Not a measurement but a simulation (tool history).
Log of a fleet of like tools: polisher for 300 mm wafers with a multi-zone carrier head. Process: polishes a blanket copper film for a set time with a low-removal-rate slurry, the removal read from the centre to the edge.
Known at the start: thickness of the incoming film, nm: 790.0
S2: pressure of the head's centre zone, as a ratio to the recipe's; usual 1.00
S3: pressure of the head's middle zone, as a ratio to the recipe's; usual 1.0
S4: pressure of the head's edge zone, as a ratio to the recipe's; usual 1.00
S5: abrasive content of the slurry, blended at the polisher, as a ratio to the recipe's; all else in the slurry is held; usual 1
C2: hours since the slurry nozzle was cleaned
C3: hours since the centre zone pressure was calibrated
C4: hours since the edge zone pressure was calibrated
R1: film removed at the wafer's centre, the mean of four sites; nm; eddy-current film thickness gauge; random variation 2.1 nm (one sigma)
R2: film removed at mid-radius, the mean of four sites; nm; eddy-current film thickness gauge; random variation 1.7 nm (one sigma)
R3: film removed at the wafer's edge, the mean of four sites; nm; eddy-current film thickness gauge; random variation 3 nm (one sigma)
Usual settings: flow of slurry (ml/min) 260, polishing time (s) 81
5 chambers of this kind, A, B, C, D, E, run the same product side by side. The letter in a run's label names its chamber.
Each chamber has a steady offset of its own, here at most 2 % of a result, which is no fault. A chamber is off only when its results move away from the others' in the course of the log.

{"hour": 1.0, "done": "chamber D: worn pad replaced by a new one"}
{"hour": 3.4, "done": "chamber C: worn pad replaced by a new one"}
{"hour": 4.4, "done": "chamber E: worn pad replaced by a new one"}
{"run": "1B", "hour": 7.2, "flow of slurry (ml/min)": 260, "S2": 1.0, "S3": 1.0, "S4": 1.0, "S5": 1, "polishing time (s)": 81, "wafers polished on this pad": 399, "C2": 38.1, "C3": 317.1, "C4": 351.5, "R1": 256.22, "R2": 258.14, "R3": 264.05}
{"hour": 13.3, "done": "chamber A: worn pad replaced by a new one"}
{"run": "2C", "hour": 19.1, "flow of slurry (ml/min)": 260, "S2": 1.0, "S3": 1.0, "S4": 1.0, "S5": 1, "polishing time (s)": 81, "wafers polished on this pad": 165, "C2": 117.0, "C3": 342.3, "C4": 287.2, "R1": 262.19, "R2": 262.81, "R3": 259.77}
{"run": "3A", "hour": 30.4, "flow of slurry (ml/min)": 260, "S2": 1.0, "S3": 1.0, "S4": 1.0, "S5": 1, "polishing time (s)": 81, "wafers polished on this pad": 179, "C2": 356.8, "C3": 269.9, "C4": 742.8, "R1": 264.92, "R2": 264.45, "R3": 261.16}
{"hour": 37.0, "done": "chamber B: worn pad replaced by a new one"}
{"run": "4D", "hour": 42.7, "flow of slurry (ml/min)": 260, "S2": 1.0, "S3": 1.0, "S4": 1.0, "S5": 1, "polishing time (s)": 81, "wafers polished on this pad": 438, "C2": 297.6, "C3": 1494.1, "C4": 261.4, "R1": 258.06, "R2": 255.61, "R3": 259.61}
{"run": "5E", "hour": 50.1, "flow of slurry (ml/min)": 260, "S2": 1.0, "S3": 1.0, "S4": 1.0, "S5": 1, "polishing time (s)": 81, "wafers polished on this pad": 479, "C2": 119.5, "C3": 181.6, "C4": 89.0, "R1": 262.28, "R2": 259.54, "R3": 265.01}
{"run": "6E", "hour": 63.2, "flow of slurry (ml/min)": 260, "S2": 1.0, "S3": 1.0, "S4": 1.0, "S5": 1, "polishing time (s)": 81, "wafers polished on this pad": 617, "C2": 132.6, "C3": 194.7, "C4": 102.1, "R1": 263.29, "R2": 258.4, "R3": 262.58}
{"hour": 67.8, "done": "chamber C: worn pad replaced by a new one"}
{"run": "7D", "hour": 75.5, "flow of slurry (ml/min)": 260, "S2": 1.0, "S3": 1.0, "S4": 1.0, "S5": 1, "polishing time (s)": 81, "wafers polished on this pad": 782, "C2": 330.4, "C3": 1526.9, "C4": 294.2, "R1": 259.21, "R2": 258.01, "R3": 259.42}
{"hour": 78.2, "done": "chamber D: centre zone pressure recalibrated"}
{"hour": 83.7, "done": "chamber D: worn pad replaced by a new one"}
{"hour": 86.9, "done": "chamber A: worn pad replaced by a new one"}
{"run": "8A", "hour": 87.9, "flow of slurry (ml/min)": 260, "S2": 1.0, "S3": 1.0, "S4": 1.0, "S5": 1, "polishing time (s)": 81, "wafers polished on this pad": 10, "C2": 414.3, "C3": 327.4, "C4": 800.3, "R1": 263.06, "R2": 264.12, "R3": 258.24}
{"run": "9C", "hour": 99.2, "flow of slurry (ml/min)": 260, "S2": 1.0, "S3": 1.0, "S4": 1.0, "S5": 1, "polishing time (s)": 81, "wafers polished on this pad": 330, "C2": 197.1, "C3": 422.4, "C4": 367.3, "R1": 263.6, "R2": 262.26, "R3": 255.27}
{"hour": 104.3, "done": "chamber B: worn pad replaced by a new one"}
{"run": "10B", "hour": 108.1, "flow of slurry (ml/min)": 260, "S2": 1.0, "S3": 1.0, "S4": 1.0, "S5": 1, "polishing time (s)": 81, "wafers polished on this pad": 40, "C2": 139.0, "C3": 418.0, "C4": 452.4, "R1": 259.16, "R2": 260.54, "R3": 257.96}
{"hour": 113.2, "done": "chamber E: worn pad replaced by a new one"}
{"hour": 115.2, "done": "chamber B: centre zone pressure recalibrated"}
{"hour": 115.6, "done": "chamber D: slurry nozzle cleaned"}
{"run": "11D", "hour": 118.5, "flow of slurry (ml/min)": 260, "S2": 1.0, "S3": 1.0, "S4": 1.0, "S5": 1, "polishing time (s)": 81, "wafers polished on this pad": 365, "C2": 2.9, "C3": 40.4, "C4": 337.2, "R1": 261.02, "R2": 255.22, "R3": 259.57}
{"run": "12E", "hour": 133.9, "flow of slurry (ml/min)": 260, "S2": 1.0, "S3": 1.0, "S4": 0.93, "S5": 1, "polishing time (s)": 103, "wafers polished on this pad": 217, "C2": 203.3, "C3": 265.4, "C4": 172.8, "R1": 334.87, "R2": 330.69, "R3": 313.88}
{"hour": 135.2, "done": "chamber C: worn pad replaced by a new one"}
{"hour": 140.4, "done": "chamber E: slurry nozzle cleaned"}
{"run": "13C", "hour": 145.1, "flow of slurry (ml/min)": 260, "S2": 1.0, "S3": 1.0, "S4": 0.93, "S5": 1, "polishing time (s)": 103, "wafers polished on this pad": 104, "C2": 243.0, "C3": 468.3, "C4": 413.2, "R1": 332.51, "R2": 333.87, "R3": 315.43}
{"hour": 154.5, "done": "chamber A: worn pad replaced by a new one"}
{"run": "14A", "hour": 154.5, "flow of slurry (ml/min)": 260, "S2": 1.0, "S3": 1.0, "S4": 0.93, "S5": 1, "polishing time (s)": 103, "wafers polished on this pad": 0, "C2": 480.9, "C3": 394.0, "C4": 866.9, "R1": 331.89, "R2": 337.04, "R3": 318.02}
{"hour": 159.2, "done": "chamber D: worn pad replaced by a new one"}
{"hour": 161.6, "done": "chamber C: edge zone pressure recalibrated"}
{"run": "15B", "hour": 161.9, "flow of slurry (ml/min)": 260, "S2": 1.0, "S3": 1.0, "S4": 0.93, "S5": 1, "polishing time (s)": 103, "wafers polished on this pad": 604, "C2": 192.8, "C3": 46.7, "C4": 506.2, "R1": 291.99, "R2": 327.11, "R3": 312.3}
{"run": "16B", "hour": 171.2, "flow of slurry (ml/min)": 260, "S2": 1.0, "S3": 1.0, "S4": 0.93, "S5": 1, "polishing time (s)": 103, "wafers polished on this pad": 702, "C2": 202.1, "C3": 56.0, "C4": 515.5, "R1": 293.46, "R2": 323.4, "R3": 314.52}
{"run": "17A", "hour": 182.4, "flow of slurry (ml/min)": 260, "S2": 1.0, "S3": 1.0, "S4": 1.0, "S5": 1, "polishing time (s)": 81, "wafers polished on this pad": 293, "C2": 508.8, "C3": 421.9, "C4": 894.8, "R1": 260.88, "R2": 265.08, "R3": 260.48}
{"hour": 188.6, "done": "chamber B: worn pad replaced by a new one"}
{"run": "18D", "hour": 197.6, "flow of slurry (ml/min)": 260, "S2": 1.0, "S3": 1.0, "S4": 1.0, "S5": 1, "polishing time (s)": 81, "wafers polished on this pad": 403, "C2": 82.0, "C3": 119.5, "C4": 416.3, "R1": 259.71, "R2": 260.59, "R3": 257.55}
{"hour": 202.3, "done": "chamber A: edge zone pressure recalibrated"}
{"run": "19E", "hour": 204.4, "flow of slurry (ml/min)": 260, "S2": 1.0, "S3": 1.0, "S4": 1.0, "S5": 1, "polishing time (s)": 81, "wafers polished on this pad": 957, "C2": 64.0, "C3": 335.9, "C4": 243.3, "R1": 259.85, "R2": 259.38, "R3": 255.84}
{"hour": 212.7, "done": "chamber C: worn pad replaced by a new one"}
{"run": "20C", "hour": 212.7, "flow of slurry (ml/min)": 260, "S2": 1.0, "S3": 1.0, "S4": 1.0, "S5": 1, "polishing time (s)": 81, "wafers polished on this pad": 0, "C2": 310.6, "C3": 535.9, "C4": 51.2, "R1": 263.22, "R2": 263.06, "R3": 263.1}
{"run": "21D", "hour": 223.0, "flow of slurry (ml/min)": 260, "S2": 1.0, "S3": 1.0, "S4": 1.0, "S5": 1, "polishing time (s)": 81, "wafers polished on this pad": 670, "C2": 107.4, "C3": 144.9, "C4": 441.7, "R1": 259.47, "R2": 259.79, "R3": 258.25}
{"hour": 225.6, "done": "chamber D: worn pad replaced by a new one"}
{"run": "22C", "hour": 236.6, "flow of slurry (ml/min)": 260, "S2": 1.0, "S3": 1.0, "S4": 1.0, "S5": 1, "polishing time (s)": 81, "wafers polished on this pad": 251, "C2": 334.5, "C3": 559.8, "C4": 75.1, "R1": 264.46, "R2": 263.91, "R3": 262.79}
{"hour": 237.9, "done": "chamber A: worn pad replaced by a new one"}
{"run": "23B", "hour": 249.8, "flow of slurry (ml/min)": 260, "S2": 1.0, "S3": 1.0, "S4": 1.0, "S5": 1, "polishing time (s)": 81, "wafers polished on this pad": 642, "C2": 280.7, "C3": 134.6, "C4": 594.1, "R1": 232.55, "R2": 256.29, "R3": 260.01}
{"hour": 250.4, "done": "chamber E: worn pad replaced by a new one"}
{"run": "24A", "hour": 257.2, "flow of slurry (ml/min)": 260, "S2": 1.0, "S3": 1.0, "S4": 1.0, "S5": 1, "polishing time (s)": 81, "wafers polished on this pad": 202, "C2": 583.6, "C3": 496.7, "C4": 55.0, "R1": 257.19, "R2": 265.96, "R3": 255.57}
{"hour": 259.1, "done": "chamber B: worn pad replaced by a new one"}
{"run": "25E", "hour": 270.2, "flow of slurry (ml/min)": 260, "S2": 1.0, "S3": 1.0, "S4": 1.0, "S5": 1, "polishing time (s)": 81, "wafers polished on this pad": 208, "C2": 129.8, "C3": 401.7, "C4": 309.1, "R1": 258.85, "R2": 258.15, "R3": 265.06}
{"run": "26D", "hour": 282.0, "flow of slurry (ml/min)": 260, "S2": 1.0, "S3": 1.0, "S4": 1.0, "S5": 1, "polishing time (s)": 81, "wafers polished on this pad": 592, "C2": 166.4, "C3": 203.9, "C4": 500.7, "R1": 258.57, "R2": 257.72, "R3": 262.56}
{"run": "27C", "hour": 289.5, "flow of slurry (ml/min)": 260, "S2": 0.92, "S3": 1.1, "S4": 1.0, "S5": 1, "polishing time (s)": 81, "wafers polished on this pad": 806, "C2": 387.4, "C3": 612.7, "C4": 128.0, "R1": 241.26, "R2": 286.84, "R3": 262.34}
{"hour": 291.1, "done": "chamber C: worn pad replaced by a new one"}
{"hour": 294.4, "done": "chamber D: worn pad replaced by a new one"}
{"run": "28B", "hour": 302.2, "flow of slurry (ml/min)": 260, "S2": 0.92, "S3": 1.1, "S4": 1.0, "S5": 1, "polishing time (s)": 81, "wafers polished on this pad": 452, "C2": 333.1, "C3": 187.0, "C4": 646.5, "R1": 211.71, "R2": 280.18, "R3": 261.17}
{"run": "29E", "hour": 311.0, "flow of slurry (ml/min)": 260, "S2": 0.92, "S3": 1.1, "S4": 1.0, "S5": 1, "polishing time (s)": 81, "wafers polished on this pad": 636, "C2": 170.6, "C3": 442.5, "C4": 349.9, "R1": 238.8, "R2": 283.5, "R3": 259.66}
{"hour": 312.7, "done": "chamber A: worn pad replaced by a new one"}
{"run": "30A", "hour": 324.7, "flow of slurry (ml/min)": 260, "S2": 0.92, "S3": 1.1, "S4": 1.0, "S5": 1, "polishing time (s)": 81, "wafers polished on this pad": 126, "C2": 651.1, "C3": 564.2, "C4": 122.5, "R1": 236.21, "R2": 287.02, "R3": 257.9}
{"hour": 330.0, "done": "chamber B: worn pad replaced by a new one"}
{"run": "31A", "hour": 336.8, "flow of slurry (ml/min)": 260, "S2": 0.92, "S3": 1.1, "S4": 1.0, "S5": 1, "polishing time (s)": 81, "wafers polished on this pad": 253, "C2": 663.2, "C3": 576.3, "C4": 134.6, "R1": 238.39, "R2": 286.51, "R3": 256.29}
{"run": "32E", "hour": 346.4, "flow of slurry (ml/min)": 260, "S2": 1.0, "S3": 1.0, "S4": 1.0, "S5": 1, "polishing time (s)": 81, "wafers polished on this pad": 1007, "C2": 206.0, "C3": 477.9, "C4": 385.3, "R1": 257.81, "R2": 259.83, "R3": 258.18}
{"run": "33C", "hour": 356.2, "flow of slurry (ml/min)": 260, "S2": 1.0, "S3": 1.0, "S4": 1.0, "S5": 1, "polishing time (s)": 81, "wafers polished on this pad": 683, "C2": 454.1, "C3": 679.4, "C4": 194.7, "R1": 262.78, "R2": 263.22, "R3": 258.1}
{"hour": 365.0, "done": "chamber D: worn pad replaced by a new one"}
{"run": "34B", "hour": 367.8, "flow of slurry (ml/min)": 260, "S2": 1.0, "S3": 1.0, "S4": 1.0, "S5": 1, "polishing time (s)": 81, "wafers polished on this pad": 397, "C2": 398.7, "C3": 252.6, "C4": 712.1, "R1": 233.93, "R2": 258.21, "R3": 255.27}
{"run": "35D", "hour": 378.0, "flow of slurry (ml/min)": 260, "S2": 1.0, "S3": 1.0, "S4": 1.0, "S5": 1, "polishing time (s)": 81, "wafers polished on this pad": 137, "C2": 262.4, "C3": 299.9, "C4": 596.7, "R1": 259.86, "R2": 256.55, "R3": 259.27}

All 5 chambers run these settings next. Forecast each chamber's results:
{"run": "36A", "hour": 389.1, "flow of slurry (ml/min)": 260, "S2": 1.0, "S3": 1.0, "S4": 1.0, "S5": 1, "polishing time (s)": 67, "R1": "?", "R2": "?", "R3": "?"}
{"run": "36B", "hour": 389.1, "flow of slurry (ml/min)": 260, "S2": 1.0, "S3": 1.0, "S4": 1.0, "S5": 1, "polishing time (s)": 67, "R1": "?", "R2": "?", "R3": "?"}
{"run": "36C", "hour": 389.1, "flow of slurry (ml/min)": 260, "S2": 1.0, "S3": 1.0, "S4": 1.0, "S5": 1, "polishing time (s)": 67, "R1": "?", "R2": "?", "R3": "?"}
{"run": "36D", "hour": 389.1, "flow of slurry (ml/min)": 260, "S2": 1.0, "S3": 1.0, "S4": 1.0, "S5": 1, "polishing time (s)": 67, "R1": "?", "R2": "?", "R3": "?"}
{"run": "36E", "hour": 389.1, "flow of slurry (ml/min)": 260, "S2": 1.0, "S3": 1.0, "S4": 1.0, "S5": 1, "polishing time (s)": 67, "R1": "?", "R2": "?", "R3": "?"}

run=36A R1=214.65 R2=219.42 R3=213.72
run=36B R1=190.90 R2=212.16 R3=215.94
run=36C R1=217.82 R2=214.77 R3=218.55
run=36D R1=217.08 R2=213.80 R3=215.84
run=36E R1=217.68 R2=215.36 R3=215.36
